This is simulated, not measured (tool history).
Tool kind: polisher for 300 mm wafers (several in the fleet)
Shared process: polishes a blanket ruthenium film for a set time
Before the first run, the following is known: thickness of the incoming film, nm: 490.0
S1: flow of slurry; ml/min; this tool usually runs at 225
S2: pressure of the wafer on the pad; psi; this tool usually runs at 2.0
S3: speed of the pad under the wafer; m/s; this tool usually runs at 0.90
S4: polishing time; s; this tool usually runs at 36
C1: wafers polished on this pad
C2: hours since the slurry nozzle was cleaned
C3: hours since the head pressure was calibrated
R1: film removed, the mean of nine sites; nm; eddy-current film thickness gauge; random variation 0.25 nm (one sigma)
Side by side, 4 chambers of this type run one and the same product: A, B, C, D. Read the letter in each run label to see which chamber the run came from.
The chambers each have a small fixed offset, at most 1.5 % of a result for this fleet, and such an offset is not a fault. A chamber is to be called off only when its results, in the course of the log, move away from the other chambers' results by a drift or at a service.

run	hour	S1	S2	S3	S4	C1	C2	C3	R1
1D	15.6	225	2.0	0.90	36	984	147.7	36.7	38.081
2C	23.6	225	2.0	0.90	36	1592	232.5	800.8	37.147
# hour 24.3: chamber C: worn pad replaced by a new one
# hour 27.2: chamber D: worn pad replaced by a new one
# hour 31.1: chamber A: worn pad replaced by a new one
3A	36.7	225	2.0	0.90	36	92	403.2	625.7	37.779
4B	44.2	225	2.0	0.90	36	1027	224.6	283.0	37.869
5A	51.8	225	2.0	0.90	36	339	418.3	640.8	37.894
# hour 57.4: chamber B: slurry nozzle cleaned
# hour 59.6: chamber B: worn pad replaced by a new one
6B	63.6	225	2.0	0.90	36	66	6.3	302.4	38.195
7D	76.5	225	2.0	0.90	36	806	208.6	97.6	38.353
# hour 78.6: chamber A: head pressure recalibrated
8C	83.5	225	2.0	0.90	46	969	292.4	860.7	47.764
9C	91.1	225	2.0	0.90	46	1093	300.0	868.3	48.041
# hour 100.3: chamber D: worn pad replaced by a new one
# hour 100.4: chamber C: worn pad replaced by a new one
10D	103.0	225	2.0	0.90	46	45	235.1	124.1	48.213
# hour 110.0: chamber A: worn pad replaced by a new one
11B	112.5	225	2.0	0.90	46	865	55.2	351.3	47.999
12A	126.8	225	2.3	0.90	36	275	493.3	48.2	43.172
# hour 138.9: chamber C: slurry nozzle cleaned
13D	139.2	225	2.3	0.90	36	637	271.3	160.3	44.154
# hour 144.4: chamber B: worn pad replaced by a new one
14C	151.9	225	2.3	0.90	36	842	13.1	929.1	43.537
15A	164.4	225	2.3	0.90	36	890	530.9	85.8	42.985
16B	175.4	225	2.0	0.90	36	507	118.1	414.2	38.454
# hour 182.6: chamber D: worn pad replaced by a new one
17A	190.6	225	2.0	0.90	36	1318	557.1	112.0	37.820
# hour 191.9: chamber C: worn pad replaced by a new one
# hour 201.4: chamber A: worn pad replaced by a new one
18B	203.1	225	2.0	0.90	36	960	145.8	441.9	38.223
19C	214.0	225	2.0	0.90	36	362	75.2	991.2	37.340
20D	228.7	225	2.0	0.90	36	754	360.8	249.8	37.639
# hour 232.0: chamber B: worn pad replaced by a new one
21B	236.8	285	2.0	1.14	36	80	179.5	475.6	49.595
22A	247.4	285	2.0	1.14	36	752	613.9	168.8	48.646
23C	260.7	285	2.0	1.14	36	1125	121.9	1037.9	48.590
# hour 265.9: chamber D: worn pad replaced by a new one
24D	273.3	285	2.0	1.14	36	122	405.4	294.4	49.239
# hour 279.7: chamber A: slurry nozzle cleaned
# hour 281.3: chamber C: worn pad replaced by a new one
25D	284.4	225	2.0	0.90	36	304	416.5	305.5	37.644
# hour 284.6: chamber B: slurry nozzle cleaned
# hour 292.7: chamber A: worn pad replaced by a new one
26A	298.7	225	2.0	0.70	29	98	19.0	220.1	23.587
# hour 311.2: chamber B: worn pad replaced by a new one
27C	313.0	225	2.0	0.70	29	519	174.2	1090.2	23.502
28B	323.7	225	2.0	0.70	29	204	39.1	562.5	23.946
29B	331.9	225	2.0	0.70	29	338	47.3	570.7	23.818
30D	347.2	225	2.0	0.90	36	1330	479.3	368.3	38.361
# hour 355.5: chamber D: worn pad replaced by a new one
31A	359.4	225	2.0	0.90	36	1091	79.7	280.8	37.443
# hour 366.6: chamber C: worn pad replaced by a new one
32C	374.9	225	2.0	0.90	36	135	236.1	1152.1	37.099
# hour 382.2: chamber A: worn pad replaced by a new one
33D	389.6	225	2.0	0.90	36	558	521.7	410.7	38.106
34C	403.9	225	2.0	0.90	36	610	265.1	1181.1	37.291
35A	412.5	225	2.0	0.90	36	496	132.8	333.9	37.998

One chamber off, gauge drift, or nothing amiss beyond the chambers' own small offsets? If it is a chamber, which one, and what is the likeliest cause?

All chambers stay in line apart from their small fixed offsets, and the gauge does not drift.

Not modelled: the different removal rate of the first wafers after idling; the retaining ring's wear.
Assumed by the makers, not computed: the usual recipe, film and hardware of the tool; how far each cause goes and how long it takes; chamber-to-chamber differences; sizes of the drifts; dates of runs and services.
